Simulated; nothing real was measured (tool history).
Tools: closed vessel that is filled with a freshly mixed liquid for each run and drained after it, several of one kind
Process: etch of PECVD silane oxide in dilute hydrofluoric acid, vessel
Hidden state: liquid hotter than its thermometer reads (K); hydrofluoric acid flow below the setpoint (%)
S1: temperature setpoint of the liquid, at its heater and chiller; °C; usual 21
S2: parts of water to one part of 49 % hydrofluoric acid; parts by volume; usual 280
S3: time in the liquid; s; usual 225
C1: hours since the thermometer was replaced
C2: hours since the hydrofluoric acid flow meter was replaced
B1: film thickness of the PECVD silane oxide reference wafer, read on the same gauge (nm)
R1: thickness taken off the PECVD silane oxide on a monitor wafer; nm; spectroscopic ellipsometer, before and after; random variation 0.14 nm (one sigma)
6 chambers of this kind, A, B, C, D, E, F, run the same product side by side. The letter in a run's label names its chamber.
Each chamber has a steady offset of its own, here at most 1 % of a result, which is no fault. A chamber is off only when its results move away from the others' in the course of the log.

run 1D day=0.35 | S1=21 S2=280 S3=225 | C1=345.7 C2=87.4 | B1=79.995 | R1=18.286
run 2C day=0.633 | S1=21 S2=280 S3=225 | C1=1195.8 C2=1240 | B1=79.999 | R1=17.754
run 3E day=0.904 | S1=21 S2=280 S3=225 | C1=251.3 C2=655.6 | B1=80.005 | R1=17.692
run 4B day=1.079 | S1=21 S2=280 S3=225 | C1=1009.1 C2=1637.2 | B1=80.019 | R1=17.816
run 5F day=1.388 | S1=21 S2=280 S3=225 | C1=1558.5 C2=2127.1 | B1=80.003 | R1=17.756
run 6A day=1.608 | S1=21 S2=280 S3=225 | C1=103.4 C2=58.7 | B1=79.986 | R1=17.356
run 7F day=1.792 | S1=21 S2=280 S3=225 | C1=1568.2 C2=2136.8 | B1=79.982 | R1=17.849
run 8A day=1.95 | S1=21 S2=280 S3=225 | C1=111.6 C2=66.9 | B1=79.995 | R1=17.786
run 9E day=2.112 | S1=21 S2=280 S3=225 | C1=280.3 C2=684.6 | B1=79.951 | R1=17.836
run 10D day=2.321 | S1=21 S2=280 S3=225 | C1=393 C2=134.7 | B1=79.993 | R1=17.841
run 11C day=2.633 | S1=17.5 S2=280 S3=225 | C1=1243.8 C2=1288 | B1=80.011 | R1=15.807
run 12B day=2.883 | S1=17.5 S2=280 S3=225 | C1=1052.4 C2=1680.5 | B1=79.997 | R1=15.619
run 13E day=3.154 | S1=17.5 S2=280 S3=225 | C1=305.3 C2=709.6 | B1=80.014 | R1=15.626
run 14A day=3.417 | S1=17.5 S2=280 S3=225 | C1=146.8 C2=102.1 | B1=80.004 | R1=15.478
run 15B day=3.588 | S1=17.5 S2=280 S3=225 | C1=1069.3 C2=1697.4 | B1=79.997 | R1=15.659
run 16C day=3.954 | S1=17.5 S2=280 S3=225 | C1=1275.5 C2=1319.7 | B1=80.02 | R1=15.675
run 17D day=4.117 | S1=21 S2=280 S3=225 | C1=436.1 C2=177.8 | B1=80.009 | R1=17.822
run 18F day=4.379 | S1=21 S2=280 S3=225 | C1=1630.3 C2=2198.9 | B1=80.014 | R1=18.26
run 19F day=4.546 | S1=21 S2=280 S3=225 | C1=1634.3 C2=2202.9 | B1=80.01 | R1=18.205
run 20C day=4.758 | S1=21 S2=280 S3=225 | C1=1294.8 C2=1339 | B1=80.013 | R1=18.051
run 21A day=5.025 | S1=21 S2=280 S3=225 | C1=185.4 C2=140.7 | B1=80.015 | R1=17.677
run 22E day=5.254 | S1=21 S2=280 S3=225 | C1=355.7 C2=760 | B1=80.02 | R1=17.764
run 23B day=5.575 | S1=21 S2=280 S3=225 | C1=1117 C2=1745.1 | B1=80.029 | R1=18.168
run 24D day=5.938 | S1=21 S2=280 S3=225 | C1=479.8 C2=221.5 | B1=79.986 | R1=18.266
run 25C day=6.221 | S1=21 S2=280 S3=225 | C1=1329.9 C2=1374.1 | B1=80.008 | R1=18.103
run 26F day=6.421 | S1=21 S2=280 S3=225 | C1=1679.3 C2=2247.9 | B1=79.988 | R1=18.828
run 27A day=6.738 | S1=21 S2=165 S3=135 | C1=226.5 C2=181.8 | B1=80.003 | R1=20.029
run 28B day=6.938 | S1=21 S2=165 S3=135 | C1=1149.7 C2=1777.8 | B1=79.991 | R1=20.782
run 29D day=7.117 | S1=21 S2=165 S3=135 | C1=508.1 C2=249.8 | B1=79.947 | R1=20.391
run 30E day=7.304 | S1=21 S2=165 S3=135 | C1=404.9 C2=809.2 | B1=79.967 | R1=20.374
run 31B day=7.538 | S1=21 S2=165 S3=135 | C1=1164.1 C2=1792.2 | B1=80.026 | R1=20.338
run 32C day=7.892 | S1=21 S2=165 S3=135 | C1=1370 C2=1414.2 | B1=79.972 | R1=20.45
run 33E day=8.192 | S1=21 S2=280 S3=225 | C1=426.2 C2=830.5 | B1=80.011 | R1=17.766
run 34A day=8.471 | S1=21 S2=280 S3=225 | C1=268.1 C2=223.4 | B1=80.019 | R1=17.747
run 35D day=8.633 | S1=21 S2=160 S3=225 | C1=544.5 C2=286.2 | B1=79.959 | R1=34.646
run 36F day=8.8 | S1=21 S2=160 S3=225 | C1=1736.4 C2=2305 | B1=79.989 | R1=37.393
run 37D day=9.008 | S1=21 S2=160 S3=225 | C1=553.5 C2=295.2 | B1=79.999 | R1=34.608
run 38B day=9.325 | S1=21 S2=160 S3=225 | C1=1207 C2=1835.1 | B1=80.031 | R1=35.892
run 39E day=9.567 | S1=21 S2=160 S3=225 | C1=459.2 C2=863.5 | B1=80.014 | R1=34.878
run 40F day=9.867 | S1=21 S2=160 S3=225 | C1=1762 C2=2330.6 | B1=80.002 | R1=37.718
run 41C day=10.179 | S1=17 S2=280 S3=295 | C1=1424.9 C2=1469.1 | B1=79.99 | R1=20.149
run 42A day=10.458 | S1=17 S2=280 S3=295 | C1=315.8 C2=271.1 | B1=79.971 | R1=19.554
run 43C day=10.696 | S1=17 S2=280 S3=295 | C1=1437.3 C2=1481.5 | B1=80.027 | R1=20.138
run 44A day=11.054 | S1=17 S2=280 S3=295 | C1=330.1 C2=285.4 | B1=80.017 | R1=20.102

Is one chamber off against the others, does the gauge drift, or is nothing wrong? If a chamber is off, say which, and what the likeliest cause is.

Chamber F drifts away from the others.
Cause: liquid hotter than its thermometer reads (K) = 2.54.
The log may not tell that from: hydrofluoric acid flow above the setpoint (%).

Here are 4 candidates for chamber F's next run, each the usual settings with a change, their results left as question marks. Which one brings its results back in line with what the others give on the usual settings?
In line means no further than this from the other chambers' mean on the usual settings: R1 0.5 nm
run 45F-1 day=11.317 | S1=21 S2=280 S3=230 | R1=?
run 45F-2 day=11.317 | S1=20 S2=280 S3=225 | R1=?
run 45F-3 day=11.317 | S1=21 S2=270 S3=235 | R1=?
run 45F-4 day=11.317 | S1=21 S2=300 S3=225 | R1=?

The other chambers' mean on the usual settings: R1 17.871 nm
run=45F-1 R1=19.821
run=45F-2 R1=18.727
run=45F-3 R1=21.209
run=45F-4 R1=17.751
45F-4 brings the chamber back in line.
